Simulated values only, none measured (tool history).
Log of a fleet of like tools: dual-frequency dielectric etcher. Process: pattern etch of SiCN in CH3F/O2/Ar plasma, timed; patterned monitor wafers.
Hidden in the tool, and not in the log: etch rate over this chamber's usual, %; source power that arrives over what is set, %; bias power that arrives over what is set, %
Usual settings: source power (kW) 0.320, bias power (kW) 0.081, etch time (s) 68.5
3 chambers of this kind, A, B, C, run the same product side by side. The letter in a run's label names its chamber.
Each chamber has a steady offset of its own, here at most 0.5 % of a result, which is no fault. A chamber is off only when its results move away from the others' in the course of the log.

run	hour	source power (kW)	bias power (kW)	etch time (s)	hours since the last wet clean	hours since the last source power generator calibration	hours since the last bias power generator calibration	read-back reference wafer on the same gauge, depth_nm	mean etch depth across the wafer (angstrom)
1C	10.7	0.320	0.081	68.5	244.9	1127.0	2841.3	28.192	246.22
2B	16.8	0.320	0.081	68.5	195.6	899.9	344.9	28.183	247.59
3A	25.0	0.320	0.081	68.5	268.6	2788.8	1656.0	28.214	247.25
4B	34.1	0.320	0.081	68.5	212.9	917.2	362.2	28.174	247.41
5A	43.4	0.320	0.091	57.5	287.0	2807.2	1674.4	28.200	217.56
6C	53.1	0.320	0.091	57.5	287.3	1169.4	2883.7	28.186	215.55
7B	61.2	0.320	0.091	57.5	240.0	944.3	389.3	28.225	218.18
8A	70.7	0.320	0.081	68.5	314.3	2834.5	1701.7	28.187	246.54
9C	76.9	0.320	0.081	68.5	311.1	1193.2	2907.5	28.201	245.07
10C	83.3	0.320	0.081	68.5	317.5	1199.6	2913.9	28.175	245.74
11B	93.6	0.320	0.066	68.5	272.4	976.7	421.7	28.180	230.09
12A	102.1	0.320	0.066	68.5	345.7	2865.9	1733.1	28.189	228.42
13C	108.5	0.320	0.066	68.5	342.7	1224.8	2939.1	28.219	229.74
14A	116.6	0.320	0.081	68.5	360.2	2880.4	1747.6	28.214	247.60
15B	123.6	0.320	0.081	68.5	302.4	1006.7	451.7	28.215	246.59
16A	134.6	0.320	0.081	68.5	378.2	2898.4	1765.6	28.218	245.89
17B	139.9	0.320	0.081	68.5	318.7	1023.0	468.0	28.182	246.12
18C	148.3	0.320	0.081	68.5	382.5	1264.6	2978.9	28.216	246.12
19C	155.5	0.320	0.081	68.5	389.7	1271.8	2986.1	28.179	245.87
20B	165.1	0.320	0.081	68.5	343.9	1048.2	493.2	28.218	247.52
21A	173.8	0.360	0.066	68.5	417.4	2937.6	1804.8	28.192	241.58
22C	184.2	0.360	0.066	68.5	418.4	1300.5	3014.8	28.169	239.05
23B	192.2	0.360	0.066	68.5	371.0	1075.3	520.3	28.212	241.35
24A	203.7	0.320	0.081	68.5	447.3	2967.5	1834.7	28.230	250.32
25C	211.6	0.320	0.081	68.5	445.8	1327.9	3042.2	28.171	247.53
# hour 214.1: chamber A: bias power generator calibrated
# hour 218.6: chamber B: wet clean of the chamber
26B	222.0	0.270	0.081	68.5	3.4	1105.1	550.1	28.189	232.10
27A	228.3	0.270	0.081	68.5	471.9	2992.1	14.2	28.199	235.15
28B	240.3	0.270	0.081	68.5	21.7	1123.4	568.4	28.211	233.42
29C	248.5	0.320	0.081	68.5	482.7	1364.8	3079.1	28.213	247.50
30A	260.0	0.320	0.081	68.5	503.6	3023.8	45.9	28.185	251.56
31A	270.9	0.320	0.081	68.5	514.5	3034.7	56.8	28.215	252.48
32C	282.7	0.320	0.081	68.5	516.9	1399.0	3113.3	28.183	245.79
33B	291.4	0.320	0.081	68.5	72.8	1174.5	619.5	28.203	248.09
34B	297.6	0.320	0.081	68.5	79.0	1180.7	625.7	28.216	248.68
35C	307.7	0.320	0.081	61.5	541.9	1424.0	3138.3	28.217	222.47
36A	319.3	0.320	0.081	61.5	562.9	3083.1	105.2	28.201	227.70
37B	327.9	0.320	0.081	61.5	109.3	1211.0	656.0	28.227	223.62
38A	335.0	0.320	0.081	68.5	578.6	3098.8	120.9	28.194	254.77

What goes on in this fleet: one chamber off, a drifting gauge, or nothing beyond the chambers' own small offsets? Name the chamber and the cause, if any.

Chamber A drifts away from the others.
Cause: etch rate over this chamber's usual, % = 3.35.

Here are 4 candidates for chamber A's next run, each the usual settings with a change, their results left as question marks. Which one brings its results back in line with what the others give on the usual settings?
In line means no further than this from the other chambers' mean on the usual settings: mean etch depth across the wafer (angstrom) 3.50
39A-1	343.6	0.320	0.081	68.0					?
39A-2	343.6	0.320	0.082	68.5					?
39A-3	343.6	0.320	0.082	70.5					?
39A-4	343.6	0.320	0.080	66.5					?

The other chambers' mean on the usual settings: mean etch depth across the wafer (angstrom) 247.41
run	mean etch depth across the wafer (angstrom)
39A-1	253.65
39A-2	256.68
39A-3	264.17
39A-4	246.91
39A-4 brings the chamber back in line.
